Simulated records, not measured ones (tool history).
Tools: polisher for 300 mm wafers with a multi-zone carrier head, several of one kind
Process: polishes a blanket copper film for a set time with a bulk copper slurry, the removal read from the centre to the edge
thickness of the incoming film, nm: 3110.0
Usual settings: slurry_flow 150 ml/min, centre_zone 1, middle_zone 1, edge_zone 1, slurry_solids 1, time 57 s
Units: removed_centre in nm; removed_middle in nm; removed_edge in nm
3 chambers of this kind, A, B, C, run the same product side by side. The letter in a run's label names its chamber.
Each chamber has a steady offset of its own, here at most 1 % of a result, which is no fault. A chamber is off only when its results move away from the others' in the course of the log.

run	day	slurry_flow	centre_zone	middle_zone	edge_zone	slurry_solids	time	wafers polished on this pad	hours since the slurry nozzle was cleaned	hours since the centre zone pressure was calibrated	hours since the edge zone pressure was calibrated	removed_centre	removed_middle	removed_edge
1A	0.396	150	1	1	1	1	57	401	598.2	999.2	26.7	588.47	596.39	600.32
2B	0.654	150	1	1	1	1	57	321	189.9	1032	622.3	588.52	592.07	598.68
# day 0.888: chamber A: worn pad replaced by a new one
3C	1.112	150	1	1	1	1	57	448	281.7	1193.7	416.3	601.55	597.33	611.87
# day 1.367: chamber B: worn pad replaced by a new one
4C	1.458	150	1	1	1	1	57	572	290	1202	424.6	598.82	589.36	605.6
5A	2.025	150	1	1	1	1	57	407	637.3	1038.3	65.8	587.46	603.64	598.35
6B	2.321	150	1	1	1	1	57	342	229.9	1072	662.3	596.78	600.43	592.33
# day 2.438: chamber A: worn pad replaced by a new one
# day 2.5: chamber C: worn pad replaced by a new one
7A	2.592	150	1	1	1	1	57	56	650.9	1051.9	79.4	596.22	600.1	594.28
8B	2.879	150	1	1	1	1	57	542	243.3	1085.4	675.7	602.08	598.53	588.27
# day 3.129: chamber B: worn pad replaced by a new one
9C	3.35	150	1	1	1	1	57	305	335.4	1247.4	470	588	603.37	587.26
10C	3.821	150	1	1	1	1	57	473	346.7	1258.7	481.3	598.98	594.59	594.22
11B	4.096	195	1	1	1	1	57	346	272.5	1114.6	704.9	625.72	639.22	614.78
# day 4.242: chamber A: slurry nozzle cleaned
# day 4.25: chamber A: worn pad replaced by a new one
12A	4.358	195	1	1	1	1	57	40	2.8	1094.3	121.8	611.24	619.75	614.36
# day 4.692: chamber B: centre zone pressure recalibrated
13C	4.712	195	1	1	1	1	57	792	368.1	1280.1	502.7	615.46	636.02	618.58
# day 4.733: chamber B: worn pad replaced by a new one
# day 4.879: chamber C: worn pad replaced by a new one
14B	5.083	150	1	1	1	1	57	126	296.2	9.5	728.6	586.87	595.91	603
# day 5.096: chamber B: slurry nozzle cleaned
# day 5.358: chamber C: centre zone pressure recalibrated
15A	5.5	150	0.93	1	1	1.1	57	448	30.2	1121.7	149.2	562.25	610.46	603.35
# day 5.846: chamber A: centre zone pressure recalibrated
# day 5.867: chamber A: worn pad replaced by a new one
16B	5.904	150	0.93	1	1	1.1	57	420	19.4	29.2	748.3	573.14	607.6	600.62
17C	6.267	150	0.93	1	1	1.1	57	497	405.4	21.9	540	629.76	603.73	609.51
# day 6.329: chamber B: worn pad replaced by a new one
18A	6.838	150	1	1	1	1	57	347	62.3	23.8	181.3	599.51	591.24	598.37
19C	7.25	150	1	1	1	1	57	849	429	45.5	563.6	672.51	589.33	600.88
20B	7.658	150	1	1	1	1	57	475	61.5	71.3	790.4	589.21	597.77	594.34
# day 7.867: chamber A: worn pad replaced by a new one
21A	7.979	150	1	1.08	1	1	57	41	89.7	51.2	208.7	596.23	636.02	602.06
# day 8.204: chamber B: worn pad replaced by a new one
22A	8.396	150	1	1.08	1	1	57	190	99.7	61.2	218.7	585.38	633.75	583.08
23B	8.8	150	1	1.08	1	1	57	213	88.9	98.7	817.8	598.69	640.76	586.34

Next, every chamber runs the same settings. What will each give?
24A	9.212	150	0.9	1	1	1	57					?	?	?
24B	9.212	150	0.9	1	1	1	57					?	?	?
24C	9.212	150	0.9	1	1	1	57					?	?	?

run	removed_centre	removed_middle	removed_edge
24A	531.87	598.24	604.58
24B	511.72	605.65	596.94
24C	600.39	591.37	596.8
